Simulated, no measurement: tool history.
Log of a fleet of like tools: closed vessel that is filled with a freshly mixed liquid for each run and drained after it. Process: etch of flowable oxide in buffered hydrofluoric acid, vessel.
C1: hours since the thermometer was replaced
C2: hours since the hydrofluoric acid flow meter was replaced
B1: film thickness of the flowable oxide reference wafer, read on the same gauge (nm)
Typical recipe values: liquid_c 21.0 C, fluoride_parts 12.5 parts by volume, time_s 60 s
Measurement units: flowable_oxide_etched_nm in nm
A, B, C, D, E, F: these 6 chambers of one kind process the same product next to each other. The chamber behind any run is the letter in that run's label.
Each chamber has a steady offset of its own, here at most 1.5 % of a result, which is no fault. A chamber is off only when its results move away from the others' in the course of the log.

{"run": "1D", "hour": 6.1, "liquid_c": 21.0, "fluoride_parts": 12.5, "time_s": 60, "C1": 719.0, "C2": 1254.6, "B1": 139.99, "flowable_oxide_etched_nm": 144.76}
{"run": "2E", "hour": 11.6, "liquid_c": 21.0, "fluoride_parts": 12.5, "time_s": 60, "C1": 481.2, "C2": 884.3, "B1": 140.02, "flowable_oxide_etched_nm": 146.64}
{"run": "3F", "hour": 19.4, "liquid_c": 21.0, "fluoride_parts": 12.5, "time_s": 60, "C1": 813.5, "C2": 417.2, "B1": 139.97, "flowable_oxide_etched_nm": 147.57}
{"run": "4A", "hour": 25.1, "liquid_c": 21.0, "fluoride_parts": 12.5, "time_s": 60, "C1": 554.6, "C2": 970.8, "B1": 139.99, "flowable_oxide_etched_nm": 147.63}
{"run": "5B", "hour": 31.2, "liquid_c": 21.0, "fluoride_parts": 12.5, "time_s": 60, "C1": 854.8, "C2": 670.0, "B1": 139.98, "flowable_oxide_etched_nm": 144.86}
{"run": "6C", "hour": 36.6, "liquid_c": 21.0, "fluoride_parts": 12.5, "time_s": 60, "C1": 232.2, "C2": 211.5, "B1": 140.02, "flowable_oxide_etched_nm": 146.06}
{"run": "7F", "hour": 42.1, "liquid_c": 21.0, "fluoride_parts": 12.5, "time_s": 60, "C1": 836.2, "C2": 439.9, "B1": 140.0, "flowable_oxide_etched_nm": 145.06}
{"run": "8C", "hour": 49.5, "liquid_c": 21.0, "fluoride_parts": 12.5, "time_s": 60, "C1": 245.1, "C2": 224.4, "B1": 139.99, "flowable_oxide_etched_nm": 149.6}
{"run": "9B", "hour": 55.8, "liquid_c": 21.0, "fluoride_parts": 12.5, "time_s": 60, "C1": 879.4, "C2": 694.6, "B1": 139.97, "flowable_oxide_etched_nm": 146.7}
{"run": "10D", "hour": 63.7, "liquid_c": 24.5, "fluoride_parts": 9.0, "time_s": 60, "C1": 776.6, "C2": 1312.2, "B1": 140.03, "flowable_oxide_etched_nm": 232.53}
{"run": "11E", "hour": 72.0, "liquid_c": 24.5, "fluoride_parts": 9.0, "time_s": 60, "C1": 541.6, "C2": 944.7, "B1": 140.05, "flowable_oxide_etched_nm": 235.08}
{"run": "12A", "hour": 77.5, "liquid_c": 24.5, "fluoride_parts": 9.0, "time_s": 60, "C1": 607.0, "C2": 1023.2, "B1": 140.0, "flowable_oxide_etched_nm": 236.03}
{"run": "13D", "hour": 86.0, "liquid_c": 24.5, "fluoride_parts": 9.0, "time_s": 60, "C1": 798.9, "C2": 1334.5, "B1": 139.97, "flowable_oxide_etched_nm": 233.98}
{"run": "14A", "hour": 91.3, "liquid_c": 24.5, "fluoride_parts": 9.0, "time_s": 60, "C1": 620.8, "C2": 1037.0, "B1": 139.99, "flowable_oxide_etched_nm": 234.4}
{"run": "15B", "hour": 98.4, "liquid_c": 24.5, "fluoride_parts": 9.0, "time_s": 60, "C1": 922.0, "C2": 737.2, "B1": 140.02, "flowable_oxide_etched_nm": 237.23}
{"run": "16E", "hour": 103.2, "liquid_c": 17.0, "fluoride_parts": 15.0, "time_s": 60, "C1": 572.8, "C2": 975.9, "B1": 140.0, "flowable_oxide_etched_nm": 96.211}
{"run": "17F", "hour": 111.1, "liquid_c": 17.0, "fluoride_parts": 15.0, "time_s": 60, "C1": 905.2, "C2": 508.9, "B1": 140.01, "flowable_oxide_etched_nm": 96.621}
{"run": "18C", "hour": 117.9, "liquid_c": 17.0, "fluoride_parts": 15.0, "time_s": 60, "C1": 313.5, "C2": 292.8, "B1": 140.0, "flowable_oxide_etched_nm": 99.563}
{"run": "19B", "hour": 126.5, "liquid_c": 17.0, "fluoride_parts": 15.0, "time_s": 60, "C1": 950.1, "C2": 765.3, "B1": 140.01, "flowable_oxide_etched_nm": 98.719}
{"run": "20D", "hour": 133.3, "liquid_c": 17.0, "fluoride_parts": 15.0, "time_s": 60, "C1": 846.2, "C2": 1381.8, "B1": 140.0, "flowable_oxide_etched_nm": 97.874}
{"run": "21F", "hour": 139.0, "liquid_c": 17.0, "fluoride_parts": 15.0, "time_s": 60, "C1": 933.1, "C2": 536.8, "B1": 140.04, "flowable_oxide_etched_nm": 97.842}
{"hour": 139.3, "done": "chamber D: thermometer replaced"}
{"run": "22C", "hour": 145.9, "liquid_c": 21.0, "fluoride_parts": 16.5, "time_s": 60, "C1": 341.5, "C2": 320.8, "B1": 140.01, "flowable_oxide_etched_nm": 112.18}
{"run": "23E", "hour": 152.1, "liquid_c": 21.0, "fluoride_parts": 16.5, "time_s": 60, "C1": 621.7, "C2": 1024.8, "B1": 139.96, "flowable_oxide_etched_nm": 106.87}
{"run": "24A", "hour": 158.8, "liquid_c": 21.0, "fluoride_parts": 16.5, "time_s": 60, "C1": 688.3, "C2": 1104.5, "B1": 140.01, "flowable_oxide_etched_nm": 109.49}
{"run": "25F", "hour": 165.4, "liquid_c": 21.0, "fluoride_parts": 16.5, "time_s": 60, "C1": 959.5, "C2": 563.2, "B1": 140.01, "flowable_oxide_etched_nm": 109.82}
{"run": "26E", "hour": 169.8, "liquid_c": 21.0, "fluoride_parts": 16.5, "time_s": 60, "C1": 639.4, "C2": 1042.5, "B1": 140.0, "flowable_oxide_etched_nm": 107.47}
{"run": "27B", "hour": 174.7, "liquid_c": 21.0, "fluoride_parts": 16.5, "time_s": 60, "C1": 998.3, "C2": 813.5, "B1": 140.02, "flowable_oxide_etched_nm": 110.39}
{"run": "28D", "hour": 184.4, "liquid_c": 18.0, "fluoride_parts": 12.5, "time_s": 75, "C1": 45.1, "C2": 1432.9, "B1": 139.99, "flowable_oxide_etched_nm": 155.33}
{"run": "29C", "hour": 192.9, "liquid_c": 18.0, "fluoride_parts": 12.5, "time_s": 75, "C1": 388.5, "C2": 367.8, "B1": 140.03, "flowable_oxide_etched_nm": 155.37}
{"run": "30A", "hour": 199.3, "liquid_c": 18.0, "fluoride_parts": 12.5, "time_s": 75, "C1": 728.8, "C2": 1145.0, "B1": 140.01, "flowable_oxide_etched_nm": 153.07}
{"run": "31B", "hour": 208.6, "liquid_c": 18.0, "fluoride_parts": 12.5, "time_s": 75, "C1": 1032.2, "C2": 847.4, "B1": 139.97, "flowable_oxide_etched_nm": 151.97}
{"run": "32A", "hour": 217.4, "liquid_c": 18.0, "fluoride_parts": 12.5, "time_s": 75, "C1": 746.9, "C2": 1163.1, "B1": 139.98, "flowable_oxide_etched_nm": 152.95}
{"run": "33D", "hour": 222.4, "liquid_c": 18.0, "fluoride_parts": 12.5, "time_s": 75, "C1": 83.1, "C2": 1470.9, "B1": 140.04, "flowable_oxide_etched_nm": 154.66}
{"run": "34F", "hour": 230.7, "liquid_c": 21.0, "fluoride_parts": 12.5, "time_s": 60, "C1": 1024.8, "C2": 628.5, "B1": 140.02, "flowable_oxide_etched_nm": 145.36}
{"run": "35C", "hour": 236.7, "liquid_c": 21.0, "fluoride_parts": 12.5, "time_s": 60, "C1": 432.3, "C2": 411.6, "B1": 139.95, "flowable_oxide_etched_nm": 149.34}
{"run": "36E", "hour": 242.1, "liquid_c": 21.0, "fluoride_parts": 12.5, "time_s": 70, "C1": 711.7, "C2": 1114.8, "B1": 140.01, "flowable_oxide_etched_nm": 155.21}
{"run": "37B", "hour": 250.4, "liquid_c": 21.0, "fluoride_parts": 12.5, "time_s": 70, "C1": 1074.0, "C2": 889.2, "B1": 139.99, "flowable_oxide_etched_nm": 167.95}
{"run": "38D", "hour": 257.8, "liquid_c": 21.0, "fluoride_parts": 12.5, "time_s": 70, "C1": 118.5, "C2": 1506.3, "B1": 140.01, "flowable_oxide_etched_nm": 169.51}
{"run": "39F", "hour": 266.1, "liquid_c": 21.0, "fluoride_parts": 12.5, "time_s": 70, "C1": 1060.2, "C2": 663.9, "B1": 140.02, "flowable_oxide_etched_nm": 170.45}
{"run": "40C", "hour": 271.9, "liquid_c": 21.0, "fluoride_parts": 12.5, "time_s": 70, "C1": 467.5, "C2": 446.8, "B1": 139.96, "flowable_oxide_etched_nm": 173.84}
{"run": "41E", "hour": 278.9, "liquid_c": 21.0, "fluoride_parts": 12.5, "time_s": 70, "C1": 748.5, "C2": 1151.6, "B1": 139.98, "flowable_oxide_etched_nm": 152.52}
{"run": "42A", "hour": 288.0, "liquid_c": 21.0, "fluoride_parts": 12.5, "time_s": 60, "C1": 817.5, "C2": 1233.7, "B1": 139.97, "flowable_oxide_etched_nm": 146.68}
{"run": "43C", "hour": 292.3, "liquid_c": 21.0, "fluoride_parts": 12.5, "time_s": 60, "C1": 487.9, "C2": 467.2, "B1": 139.97, "flowable_oxide_etched_nm": 148.33}
{"run": "44A", "hour": 297.6, "liquid_c": 21.0, "fluoride_parts": 12.5, "time_s": 60, "C1": 827.1, "C2": 1243.3, "B1": 140.01, "flowable_oxide_etched_nm": 146.96}

All 6 chambers run these settings next. Forecast each chamber's results:
{"run": "45A", "hour": 304.5, "liquid_c": 21.0, "fluoride_parts": 14.5, "time_s": 60, "flowable_oxide_etched_nm": "?"}
{"run": "45B", "hour": 304.5, "liquid_c": 21.0, "fluoride_parts": 14.5, "time_s": 60, "flowable_oxide_etched_nm": "?"}
{"run": "45C", "hour": 304.5, "liquid_c": 21.0, "fluoride_parts": 14.5, "time_s": 60, "flowable_oxide_etched_nm": "?"}
{"run": "45D", "hour": 304.5, "liquid_c": 21.0, "fluoride_parts": 14.5, "time_s": 60, "flowable_oxide_etched_nm": "?"}
{"run": "45E", "hour": 304.5, "liquid_c": 21.0, "fluoride_parts": 14.5, "time_s": 60, "flowable_oxide_etched_nm": "?"}
{"run": "45F", "hour": 304.5, "liquid_c": 21.0, "fluoride_parts": 14.5, "time_s": 60, "flowable_oxide_etched_nm": "?"}

run=45A flowable_oxide_etched_nm=128.230
run=45B flowable_oxide_etched_nm=127.260
run=45C flowable_oxide_etched_nm=129.110
run=45D flowable_oxide_etched_nm=125.220
run=45E flowable_oxide_etched_nm=112.430
run=45F flowable_oxide_etched_nm=128.330
